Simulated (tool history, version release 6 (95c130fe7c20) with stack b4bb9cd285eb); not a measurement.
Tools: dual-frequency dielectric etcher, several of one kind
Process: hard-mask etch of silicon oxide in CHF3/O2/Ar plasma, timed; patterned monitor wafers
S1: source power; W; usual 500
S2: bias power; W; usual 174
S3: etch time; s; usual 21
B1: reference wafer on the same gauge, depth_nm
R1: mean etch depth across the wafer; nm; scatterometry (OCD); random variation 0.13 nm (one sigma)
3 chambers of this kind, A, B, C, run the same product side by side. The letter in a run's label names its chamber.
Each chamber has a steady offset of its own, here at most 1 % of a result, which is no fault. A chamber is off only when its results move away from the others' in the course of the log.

run 1A hour=7.2 | S1=500 S2=174 S3=21 | B1=40.599 | R1=38.435
run 2C hour=18.7 | S1=500 S2=174 S3=21 | B1=40.588 | R1=38.592
run 3B hour=27.1 | S1=500 S2=174 S3=21 | B1=40.611 | R1=38.112
run 4C hour=36.2 | S1=500 S2=174 S3=21 | B1=40.603 | R1=38.648
run 5B hour=47.1 | S1=500 S2=174 S3=21 | B1=40.589 | R1=38.169
run 6A hour=57.5 | S1=500 S2=174 S3=21 | B1=40.617 | R1=38.659
run 7A hour=65.4 | S1=500 S2=174 S3=21 | B1=40.588 | R1=38.418
run 8C hour=71.5 | S1=500 S2=174 S3=21 | B1=40.593 | R1=38.496
run 9B hour=78.3 | S1=500 S2=174 S3=21 | B1=40.653 | R1=38.015
run 10A hour=89.1 | S1=500 S2=174 S3=21 | B1=40.594 | R1=38.200
run 11B hour=99.2 | S1=500 S2=174 S3=21 | B1=40.590 | R1=38.268
run 12C hour=106.8 | S1=500 S2=174 S3=27 | B1=40.579 | R1=49.459
run 13C hour=114.3 | S1=500 S2=174 S3=27 | B1=40.584 | R1=49.673
-- hour=122.8 chamber C: wet clean of the chamber
run 14A hour=123.7 | S1=500 S2=174 S3=27 | B1=40.589 | R1=49.121
-- hour=130.0 chamber C: bias power generator calibrated
run 15B hour=134.6 | S1=500 S2=174 S3=21 | B1=40.613 | R1=38.045
run 16A hour=142.4 | S1=400 S2=174 S3=21 | B1=40.594 | R1=35.237
run 17C hour=151.4 | S1=400 S2=174 S3=21 | B1=40.605 | R1=36.264
run 18B hour=159.6 | S1=400 S2=174 S3=21 | B1=40.611 | R1=34.913
run 19C hour=169.4 | S1=500 S2=174 S3=21 | B1=40.601 | R1=39.498
run 20B hour=179.6 | S1=500 S2=174 S3=21 | B1=40.599 | R1=38.195
run 21A hour=185.0 | S1=500 S2=174 S3=21 | B1=40.541 | R1=38.304
run 22B hour=196.0 | S1=500 S2=174 S3=21 | B1=40.623 | R1=38.157
-- hour=205.7 chamber B: source power generator calibrated
run 23C hour=207.0 | S1=500 S2=174 S3=21 | B1=40.609 | R1=39.560
run 24A hour=214.6 | S1=500 S2=174 S3=21 | B1=40.632 | R1=38.380
run 25A hour=222.1 | S1=500 S2=174 S3=21 | B1=40.593 | R1=38.202
-- hour=222.3 chamber A: wet clean of the chamber
run 26C hour=232.1 | S1=500 S2=174 S3=19 | B1=40.603 | R1=35.968
run 27B hour=237.9 | S1=500 S2=174 S3=19 | B1=40.588 | R1=34.563
run 28A hour=246.7 | S1=500 S2=174 S3=19 | B1=40.633 | R1=34.587
run 29B hour=256.2 | S1=500 S2=174 S3=21 | B1=40.612 | R1=38.001
run 30C hour=261.9 | S1=500 S2=174 S3=21 | B1=40.602 | R1=39.464
run 31B hour=270.1 | S1=500 S2=174 S3=21 | B1=40.601 | R1=38.281
run 32A hour=277.4 | S1=500 S2=174 S3=21 | B1=40.585 | R1=38.344
run 33C hour=283.7 | S1=500 S2=174 S3=21 | B1=40.621 | R1=39.462
run 34C hour=289.9 | S1=500 S2=174 S3=21 | B1=40.586 | R1=39.496
run 35B hour=296.6 | S1=500 S2=174 S3=21 | B1=40.568 | R1=38.350
run 36A hour=301.7 | S1=500 S2=142 S3=21 | B1=40.645 | R1=36.019
run 37A hour=307.7 | S1=500 S2=142 S3=21 | B1=40.598 | R1=35.835
run 38B hour=313.1 | S1=500 S2=142 S3=21 | B1=40.589 | R1=35.614
run 39C hour=323.2 | S1=500 S2=174 S3=21 | B1=40.628 | R1=39.717

What goes on in this fleet: one chamber off, a drifting gauge, or nothing beyond the chambers' own small offsets? Name the chamber and the cause, if any.

A service left chamber C off against the others.
Cause: etch rate over this chamber's usual, % = 2.61.

Here are 4 candidates for chamber C's next run, each the usual settings with a change, their results left as question marks. Which one brings its results back in line with what the others give on the usual settings?
In line means no further than this from the other chambers' mean on the usual settings: R1 0.450 nm
run 40C-1 hour=331.6 | S1=540 S2=174 S3=21.0 | R1=?
run 40C-2 hour=331.6 | S1=450 S2=158 S3=21.0 | R1=?
run 40C-3 hour=331.6 | S1=500 S2=174 S3=22.5 | R1=?
run 40C-4 hour=331.6 | S1=500 S2=156 S3=21.0 | R1=?

The other chambers' mean on the usual settings: R1 38.201 nm
run=40C-1 R1=40.694
run=40C-2 R1=36.703
run=40C-3 R1=42.320
run=40C-4 R1=38.080
40C-4 brings the chamber back in line.
